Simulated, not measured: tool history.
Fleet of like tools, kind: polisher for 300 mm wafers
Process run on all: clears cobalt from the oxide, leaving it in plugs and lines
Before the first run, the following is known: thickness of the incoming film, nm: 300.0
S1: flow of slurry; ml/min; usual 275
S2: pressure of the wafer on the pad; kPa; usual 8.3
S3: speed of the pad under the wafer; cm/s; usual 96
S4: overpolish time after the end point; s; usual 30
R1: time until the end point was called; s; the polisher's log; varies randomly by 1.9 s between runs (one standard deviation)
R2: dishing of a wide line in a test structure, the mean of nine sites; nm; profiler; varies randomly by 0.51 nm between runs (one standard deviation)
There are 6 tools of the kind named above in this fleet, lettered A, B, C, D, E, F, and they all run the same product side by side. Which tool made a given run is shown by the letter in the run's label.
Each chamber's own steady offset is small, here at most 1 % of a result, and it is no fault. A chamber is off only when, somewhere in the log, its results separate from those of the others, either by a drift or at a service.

run     day   S1   S2   S3  S4      R1      R2
 1A     0.4  275  8.3   96  30  104.97  27.325
 2C   0.754  275  8.3   96  30  104.45  28.783
      0.758  -- chamber A: worn pad replaced by a new one
 3D   0.938  275  8.3   96  30  105.93  28.662
      0.996  -- chamber F: worn pad replaced by a new one
      1.192  -- chamber C: worn pad replaced by a new one
 4B   1.279  275  8.3   96  30   103.7  28.579
      1.446  -- chamber E: head pressure recalibrated
 5F   1.688  275  8.3   96  30  109.01  29.296
      1.704  -- chamber E: worn pad replaced by a new one
 6E   2.017  210  8.3   96  30  110.55  28.461
      2.167  -- chamber E: slurry nozzle cleaned
 7D   2.433  210  8.3   96  30  108.88  28.567
      2.479  -- chamber B: worn pad replaced by a new one
      2.617  -- chamber A: slurry nozzle cleaned
 8C   2.792  210  8.3   96  30  108.98  28.997
      2.967  -- chamber D: worn pad replaced by a new one
      3.088  -- chamber A: worn pad replaced by a new one
 9A   3.142  210  8.3   96  30  105.92  27.394
10E   3.475  210  8.3   96  30  107.16  28.587
      3.521  -- chamber F: worn pad replaced by a new one
11F   3.679  210  8.3   96  30   108.3  28.858
12B   3.962  275  8.3   96  30  105.38  27.985
      4.033  -- chamber D: slurry nozzle cleaned
       4.05  -- chamber E: worn pad replaced by a new one
13C    4.15  275  8.3   96  30  106.85  28.405
14E   4.558  275  8.3   96  30  110.64  28.637
15A   4.825  275  8.3   96  30  104.58  28.401
16F   5.162  275  8.3   96  30  103.03  28.517
17D   5.442  275  8.3   96  30  107.61  27.802
       5.55  -- chamber A: worn pad replaced by a new one
18B   5.642  275  8.3  118  44  87.064  30.655
      5.808  -- chamber C: worn pad replaced by a new one
19A   5.854  275  8.3  118  44  86.812  29.476
20B   6.162  275  8.3  118  44  88.853  29.531
      6.308  -- chamber F: worn pad replaced by a new one
21F   6.471  275  8.3  118  44  84.245  30.564
        6.6  -- chamber E: worn pad replaced by a new one
22D   6.712  275  8.3  118  44  83.664   28.72
      6.867  -- chamber B: slurry nozzle cleaned
        6.9  -- chamber B: head pressure recalibrated
23E   7.038  275  8.3  118  44  85.224  29.886
24C   7.396  275  8.3   96  30  102.37  28.854
25F   7.688  275  8.3   96  30   106.7  27.856
      7.817  -- chamber B: worn pad replaced by a new one
26C   7.875  275  8.3   96  30  107.66  28.946
27E   8.258  275  8.3   96  30  109.12  28.609
      8.504  -- chamber A: worn pad replaced by a new one
28B   8.612  275  8.3   96  30  109.45  27.719
      8.933  -- chamber F: worn pad replaced by a new one
29A   8.971  275  8.3   96  30  106.95  27.613
      9.008  -- chamber E: worn pad replaced by a new one
      9.108  -- chamber D: worn pad replaced by a new one
30D   9.329  275  6.2   96  30  142.61  26.662
      9.642  -- chamber C: worn pad replaced by a new one
31D   9.671  275  6.2   96  30  137.79  27.673
32E   9.962  275  6.2   96  30  142.86  27.546
33F  10.246  275  6.2   96  30  140.68  26.673
     10.512  -- chamber D: head pressure recalibrated
34C  10.554  275  6.2   96  30  145.07  26.159
35B  10.908  275  6.2   96  30  143.68   26.63
36A  11.121  275  8.3   96  30  102.31  27.768
      11.25  -- chamber F: slurry nozzle cleaned
     11.533  -- chamber A: worn pad replaced by a new one
37A  11.533  275  8.3   96  30  104.18  27.521
     11.754  -- chamber F: worn pad replaced by a new one
     11.846  -- chamber E: worn pad replaced by a new one
38E  11.938  275  8.3   96  30  109.97  28.245
39B  12.338  275  8.3   96  30  103.97  28.181
40C  12.725  275  8.3   96  30  109.37  28.289
41F  13.071  275  8.3   96  30  107.84  28.345
42D  13.392  275  8.3   96  30  103.05  27.959
43A  13.588  275  8.3   96  30  107.51  27.725

Is one chamber out of step, is the gauge drifting, or do the chambers differ by no more than their own small offsets? For an off chamber, give its letter and the likeliest cause.

All chambers stay in line apart from their small fixed offsets, and the gauge does not drift.

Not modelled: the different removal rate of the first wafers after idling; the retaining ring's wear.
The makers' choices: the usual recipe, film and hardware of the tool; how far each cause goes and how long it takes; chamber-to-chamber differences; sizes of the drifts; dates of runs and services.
